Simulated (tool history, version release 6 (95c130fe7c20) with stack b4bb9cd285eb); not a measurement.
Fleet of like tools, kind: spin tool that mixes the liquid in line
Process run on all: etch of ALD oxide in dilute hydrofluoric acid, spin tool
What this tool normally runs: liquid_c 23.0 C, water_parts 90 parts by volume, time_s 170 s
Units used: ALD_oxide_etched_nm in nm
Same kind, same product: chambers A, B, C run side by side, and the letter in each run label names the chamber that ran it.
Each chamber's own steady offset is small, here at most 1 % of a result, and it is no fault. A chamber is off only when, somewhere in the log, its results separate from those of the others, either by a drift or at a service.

run,day,liquid_c,water_parts,time_s,hours since the thermometer was replaced,hours since the hydrofluoric acid flow meter was replaced,"read-back film thickness of the ALD oxide reference wafer, read on the same gauge (nm)",ALD_oxide_etched_nm
1C,0.192,23.0,90,170,1242.3,1053.7,100.030,35.068
2A,0.467,23.0,90,170,1133.7,1955.8,100.020,34.901
3B,0.733,23.0,90,170,1800.3,338.2,99.999,35.545
4A,0.975,23.0,90,170,1145.9,1968.0,99.982,34.969
5B,1.100,23.0,105,170,1809.1,347.0,100.030,29.617
6C,1.279,23.0,105,170,1268.4,1079.8,99.967,29.529
7C,1.429,23.0,105,170,1272.0,1083.4,100.020,29.198
8A,1.600,23.0,90,170,1160.9,1983.0,100.010,34.548
# day 1.804: chamber B: thermometer replaced
9B,1.812,23.0,90,170,0.3,364.1,99.961,34.832
10C,1.958,23.0,90,170,1284.7,1096.1,99.998,34.720
11B,2.125,23.0,90,170,7.8,371.6,100.040,34.721
12A,2.275,23.0,90,170,1177.1,1999.2,99.942,35.111
13B,2.425,23.0,90,170,15.0,378.8,99.998,34.835
14C,2.621,23.0,75,170,1300.6,1112.0,100.010,41.977
15A,2.800,23.0,75,170,1189.7,2011.8,100.030,42.979
16B,2.954,23.0,75,170,27.7,391.5,99.985,43.818
17C,3.129,23.0,90,170,1312.8,1124.2,100.000,34.656
18A,3.250,23.0,90,170,1200.5,2022.6,99.990,34.987
19C,3.521,23.0,90,135,1322.2,1133.6,100.040,27.384
20A,3.729,23.0,90,135,1212.0,2034.1,100.010,27.694
21B,3.912,23.0,90,135,50.7,414.5,99.972,27.778
22C,4.038,23.0,90,170,1334.6,1146.0,100.030,34.546
23A,4.250,23.0,90,170,1224.5,2046.6,100.000,34.548
24B,4.425,23.0,90,170,63.0,426.8,100.020,35.744
25A,4.692,23.0,90,170,1235.1,2057.2,99.967,35.493
26B,4.908,23.0,120,230,74.6,438.4,99.952,35.600
27C,5.175,23.0,120,230,1361.9,1173.3,100.020,33.850
28A,5.417,23.0,120,230,1252.5,2074.6,99.987,34.304
29B,5.612,23.0,90,170,91.5,455.3,100.020,36.808
30C,5.788,27.5,65,170,1376.6,1188.0,99.961,58.489
31C,6.062,27.5,65,170,1383.2,1194.6,99.958,59.109
32B,6.300,27.5,65,170,108.0,471.8,100.000,63.748
33A,6.425,23.0,90,170,1276.7,2098.8,100.000,35.143
34B,6.542,23.0,90,170,113.8,477.6,99.998,37.399
35A,6.804,23.0,90,170,1285.8,2107.9,99.982,35.233
36C,6.925,23.0,90,170,1403.9,1215.3,99.969,34.422
37A,7.079,25.0,90,170,1292.4,2114.5,100.020,38.242
38B,7.279,25.0,90,170,131.5,495.3,99.976,40.182
39C,7.546,25.0,90,170,1418.8,1230.2,100.020,37.738
40C,7.783,23.0,90,170,1424.5,1235.9,100.040,34.615
41A,7.954,23.0,90,170,1313.4,2135.5,100.020,35.112
42B,8.196,23.0,90,170,153.5,517.3,100.010,37.486

Is one chamber out of step, is the gauge drifting, or do the chambers differ by no more than their own small offsets? For an off chamber, give its letter and the likeliest cause.

Little by little, chamber B moves away from the other chambers.
Cause: hydrofluoric acid flow above the setpoint (%) = 7.63.

Below are 4 candidate recipes for chamber B's next run, each the usual settings with a change, their results shown as question marks. Which of them brings B's results back in line with what the other chambers give on the usual settings?
Counts as in line when no further than this from what the other chambers average on the usual settings: ALD_oxide_etched_nm 1.200 nm
43B-1,8.392,23.0,95,165,,,,?
43B-2,8.392,23.0,90,175,,,,?
43B-3,8.392,23.0,90,165,,,,?
43B-4,8.392,23.0,90,185,,,,?

Usual-settings mean across the other chambers: ALD_oxide_etched_nm 34.854 nm
run,ALD_oxide_etched_nm
43B-1,34.546
43B-2,38.918
43B-3,36.694
43B-4,41.141
43B-1 puts the chamber back in line with the other chambers.

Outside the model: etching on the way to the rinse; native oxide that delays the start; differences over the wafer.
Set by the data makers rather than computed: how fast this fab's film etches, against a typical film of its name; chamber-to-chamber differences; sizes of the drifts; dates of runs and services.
